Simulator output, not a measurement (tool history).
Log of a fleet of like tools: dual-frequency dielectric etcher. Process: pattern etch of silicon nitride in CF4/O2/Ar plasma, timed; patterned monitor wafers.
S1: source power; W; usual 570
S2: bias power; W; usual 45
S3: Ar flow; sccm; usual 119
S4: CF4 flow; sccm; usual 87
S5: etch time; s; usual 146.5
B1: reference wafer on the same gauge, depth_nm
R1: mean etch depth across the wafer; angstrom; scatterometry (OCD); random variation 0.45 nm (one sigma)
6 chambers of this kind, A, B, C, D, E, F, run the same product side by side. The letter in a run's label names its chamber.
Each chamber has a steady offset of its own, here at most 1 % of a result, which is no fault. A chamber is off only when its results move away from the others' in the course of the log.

run   hour   S1  S2   S3  S4     S5      B1      R1
       1.2  -- chamber E: source power generator calibrated
       9.3  -- chamber F: source power generator calibrated
 1A   13.3  570  45  119  87  146.5  260.92  2866.1
 2B   21.1  570  45  119  87  146.5  260.93  2897.0
 3C   31.0  570  45  119  87  146.5  260.96  2859.6
 4E   38.7  570  45  119  87  146.5  260.82  2861.4
 5F   45.4  570  45  119  87  146.5  260.72  2878.9
 6D   54.6  640  45  119  87  131.0  260.70  2864.4
      59.4  -- chamber B: wet clean of the chamber
 7A   61.7  640  45  119  87  131.0  260.64  2833.0
 8C   70.4  640  45  119  87  131.0  260.66  2814.6
 9E   79.8  640  45  119  87  131.0  260.70  2827.3
10D   92.4  640  45  119  87  131.0  260.54  2859.6
11F  104.5  640  45  119  87  131.0  260.59  2842.0
12B  113.4  570  45  119  87  146.5  260.55  2881.7
13A  125.6  570  45  119  87  146.5  260.48  2872.9
14B  133.8  570  45  119  87  146.5  260.45  2892.5
15F  147.3  570  45  119  87  146.5  260.24  2872.9
16C  159.6  570  45  119  87  146.5  260.36  2837.9
17E  168.1  570  45  119  87  146.5  260.38  2851.0
     178.5  -- chamber F: wet clean of the chamber
18D  182.7  570  45  119  87  146.5  260.25  2885.8
19E  197.3  570  45  119  87  146.5  260.27  2849.5
20F  208.3  570  45  119  87  146.5  260.17  2867.3
     215.0  -- chamber D: Ar flow controller replaced
21B  220.9  570  45  119  87  146.5  260.08  2885.7
22A  233.8  570  45  109  87  146.5  260.22  2901.6
23D  242.5  570  45  109  87  146.5  260.10  2920.7
     245.1  -- chamber A: wet clean of the chamber
24C  251.8  570  45  109  87  146.5  259.86  2881.7
25E  260.8  570  45  109  87  146.5  259.93  2882.9
26B  268.5  570  45  109  87  146.5  259.95  2913.9
     274.7  -- chamber F: CF4 flow controller replaced
27C  275.4  570  45  109  87  146.5  259.81  2869.1
28F  287.5  570  51   97  87  146.5  259.80  3086.8
29D  301.6  570  51   97  87  146.5  259.74  3102.9
     306.7  -- chamber B: bias power generator calibrated
30A  309.3  570  51   97  87  146.5  259.73  3080.3
     312.1  -- chamber C: wet clean of the chamber
31C  322.5  570  51   97  87  146.5  259.63  3065.0
32B  336.0  570  51   97  87  146.5  259.67  3096.2
33A  346.0  570  51   97  87  146.5  259.54  3077.4
     355.8  -- chamber A: source power generator calibrated
34D  359.0  570  45  119  87  146.5  259.51  2880.1
35E  366.4  570  45  119  87  146.5  259.43  2854.3
36F  373.7  570  45  119  87  146.5  259.43  2856.0
37E  385.1  570  45  119  87  146.5  259.58  2844.2
38A  397.8  570  45  119  87  146.5  259.38  2845.1
39F  406.9  570  45  119  87  146.5  259.35  2862.5

Next, every chamber runs the same settings. What will each give?
40A  417.5  570  45  119  87  146.5       ?
40B  417.5  570  45  119  87  146.5       ?
40C  417.5  570  45  119  87  146.5       ?
40D  417.5  570  45  119  87  146.5       ?
40E  417.5  570  45  119  87  146.5       ?
40F  417.5  570  45  119  87  146.5       ?

run      R1
40A  2857.3
40B  2879.1
40C  2829.6
40D  2882.5
40E  2844.8
40F  2868.0

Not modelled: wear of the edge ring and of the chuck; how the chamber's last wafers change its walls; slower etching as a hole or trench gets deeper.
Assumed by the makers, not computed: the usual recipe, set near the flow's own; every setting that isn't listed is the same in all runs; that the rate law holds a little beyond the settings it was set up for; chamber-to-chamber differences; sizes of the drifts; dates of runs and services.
